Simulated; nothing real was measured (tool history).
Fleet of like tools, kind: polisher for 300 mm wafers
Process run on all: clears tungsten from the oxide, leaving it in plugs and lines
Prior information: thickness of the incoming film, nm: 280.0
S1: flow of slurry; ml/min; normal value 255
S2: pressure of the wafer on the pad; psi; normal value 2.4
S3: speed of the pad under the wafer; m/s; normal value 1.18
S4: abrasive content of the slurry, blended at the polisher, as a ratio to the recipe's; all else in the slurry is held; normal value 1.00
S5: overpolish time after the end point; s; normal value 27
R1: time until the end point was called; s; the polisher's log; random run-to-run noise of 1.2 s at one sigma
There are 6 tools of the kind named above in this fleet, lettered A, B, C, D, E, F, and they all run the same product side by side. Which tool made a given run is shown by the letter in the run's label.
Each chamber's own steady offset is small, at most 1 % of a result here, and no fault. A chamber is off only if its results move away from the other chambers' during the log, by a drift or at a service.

run   hour   S1   S2    S3    S4  S5       R1
       0.4  -- chamber D: slurry tank refilled with fresh slurry and peroxide
 1F    5.9  255  2.4  1.18  1.00  27   93.699
      10.1  -- chamber E: worn pad replaced by a new one
 2A   19.1  255  2.4  1.18  1.00  27   91.328
      24.9  -- chamber C: head pressure recalibrated
 3B   30.0  255  2.4  1.18  1.00  27   94.776
      30.6  -- chamber D: slurry nozzle cleaned
      32.5  -- chamber A: worn pad replaced by a new one
      38.8  -- chamber F: slurry tank refilled with fresh slurry and peroxide
      41.4  -- chamber A: slurry blender recalibrated
      42.4  -- chamber D: worn pad replaced by a new one
 4D   42.8  255  2.4  1.18  1.00  27   93.322
      44.5  -- chamber B: slurry tank refilled with fresh slurry and peroxide
      45.1  -- chamber A: slurry nozzle cleaned
 5E   51.2  255  2.4  1.18  1.00  27   94.457
 6C   63.5  255  2.4  1.18  1.00  27   95.839
      64.7  -- chamber B: slurry blender recalibrated
      65.7  -- chamber B: worn pad replaced by a new one
      66.2  -- chamber C: slurry blender recalibrated
      71.1  -- chamber C: worn pad replaced by a new one
 7E   75.9  255  2.4  1.18  1.00  27   96.106
      80.4  -- chamber F: worn pad replaced by a new one
      80.7  -- chamber E: worn pad replaced by a new one
 8F   86.0  255  2.4  1.18  1.00  27   94.619
      88.8  -- chamber D: slurry tank refilled with fresh slurry and peroxide
      90.1  -- chamber A: slurry tank refilled with fresh slurry and peroxide
 9D   93.6  255  2.4  1.18  1.00  27   94.064
10B  100.2  255  2.4  1.18  1.00  27   94.605
11C  106.7  330  2.4  1.18  1.00  16   91.863
     113.8  -- chamber E: slurry tank refilled with fresh slurry and peroxide
12A  116.4  330  2.4  1.18  1.00  16   90.971
     123.2  -- chamber A: worn pad replaced by a new one
     124.1  -- chamber F: slurry tank refilled with fresh slurry and peroxide
13D  125.8  330  2.4  1.18  1.00  16   91.913
     126.6  -- chamber D: worn pad replaced by a new one
14E  133.1  330  2.4  1.18  1.00  16   93.383
     134.5  -- chamber C: slurry tank refilled with fresh slurry and peroxide
     135.6  -- chamber B: slurry tank refilled with fresh slurry and peroxide
15B  142.9  330  2.4  1.18  1.00  16   91.974
16A  149.3  330  2.4  1.18  1.00  16   93.568
     152.8  -- chamber B: head pressure recalibrated
17C  156.2  255  2.4  1.18  1.00  27   98.506
     156.6  -- chamber E: head pressure recalibrated
     160.2  -- chamber E: worn pad replaced by a new one
     160.5  -- chamber D: slurry tank refilled with fresh slurry and peroxide
18F  168.8  255  2.4  1.18  1.00  27   96.197
     179.3  -- chamber A: slurry tank refilled with fresh slurry and peroxide
19F  180.5  255  2.4  1.18  1.00  27   93.963
     183.0  -- chamber C: worn pad replaced by a new one
20E  193.0  255  2.4  1.18  1.00  27   95.001
     194.4  -- chamber D: head pressure recalibrated
     199.6  -- chamber A: worn pad replaced by a new one
21A  201.4  255  2.4  1.18  1.00  27   95.089
     206.9  -- chamber A: slurry blender recalibrated
22B  213.4  255  2.4  1.18  1.00  27   95.224
     215.3  -- chamber D: worn pad replaced by a new one
     219.1  -- chamber F: slurry tank refilled with fresh slurry and peroxide
     220.8  -- chamber B: slurry tank refilled with fresh slurry and peroxide
23C  222.5  255  2.4  1.18  1.00  27   93.460
     224.9  -- chamber C: slurry blender recalibrated
     225.5  -- chamber B: worn pad replaced by a new one
24D  228.6  255  2.4  1.44  1.00  38   77.524
     234.9  -- chamber F: worn pad replaced by a new one
     237.0  -- chamber E: worn pad replaced by a new one
25E  237.2  255  2.4  1.44  1.00  38   78.420
26F  243.6  255  2.4  1.44  1.00  38   78.690
     246.1  -- chamber A: head pressure recalibrated
     247.3  -- chamber D: slurry tank refilled with fresh slurry and peroxide
27B  253.0  255  2.4  1.44  1.00  38   77.246
28C  258.9  255  2.4  1.44  1.00  38   76.937
29A  265.1  255  2.4  1.44  1.00  38   75.720
     269.9  -- chamber F: slurry blender recalibrated
30D  277.0  215  2.4  1.18  0.75  27  103.350
     280.3  -- chamber A: slurry tank refilled with fresh slurry and peroxide
     282.3  -- chamber A: worn pad replaced by a new one
31F  286.5  215  2.4  1.18  0.75  27  103.010
     292.8  -- chamber C: worn pad replaced by a new one
32D  294.4  215  2.4  1.18  0.75  27  101.810
     295.1  -- chamber B: slurry tank refilled with fresh slurry and peroxide
     295.2  -- chamber E: slurry tank refilled with fresh slurry and peroxide
     296.7  -- chamber D: worn pad replaced by a new one
     298.2  -- chamber F: slurry nozzle cleaned
     300.1  -- chamber C: slurry tank refilled with fresh slurry and peroxide
33C  302.1  215  2.4  1.18  0.75  27  105.220
     311.2  -- chamber F: slurry tank refilled with fresh slurry and peroxide
     313.6  -- chamber E: worn pad replaced by a new one
34B  314.9  215  2.4  1.18  0.75  27  104.720
35A  327.1  215  2.4  1.18  0.75  27  100.790
36E  336.0  255  2.4  0.96  1.00  27  118.170
     340.7  -- chamber D: slurry tank refilled with fresh slurry and peroxide
     346.0  -- chamber B: slurry blender recalibrated
37C  347.8  255  2.4  0.96  1.00  27  116.530
     353.4  -- chamber F: worn pad replaced by a new one
38A  358.7  255  2.4  0.96  1.00  27  116.190
     360.3  -- chamber E: slurry nozzle cleaned
     367.0  -- chamber E: slurry blender recalibrated
     368.8  -- chamber A: worn pad replaced by a new one
39E  369.3  255  2.4  0.96  1.00  27  115.270
     372.6  -- chamber B: worn pad replaced by a new one
40D  382.5  255  2.4  0.96  1.00  27  113.500
     383.4  -- chamber A: slurry tank refilled with fresh slurry and peroxide
     384.7  -- chamber F: slurry tank refilled with fresh slurry and peroxide
     386.5  -- chamber A: slurry blender recalibrated
     390.7  -- chamber B: slurry tank refilled with fresh slurry and peroxide
41F  391.9  255  2.4  0.96  1.00  27  117.870
42B  403.4  255  2.4  1.18  1.00  27   93.686
43A  413.4  255  2.4  1.18  1.00  27   93.995

Is one chamber off against the others, does the gauge drift, or is nothing wrong? If a chamber is off, say which, and what the likeliest cause is.

Neither any chamber nor the gauge drifts; the chambers differ only by their own small, steady offsets.
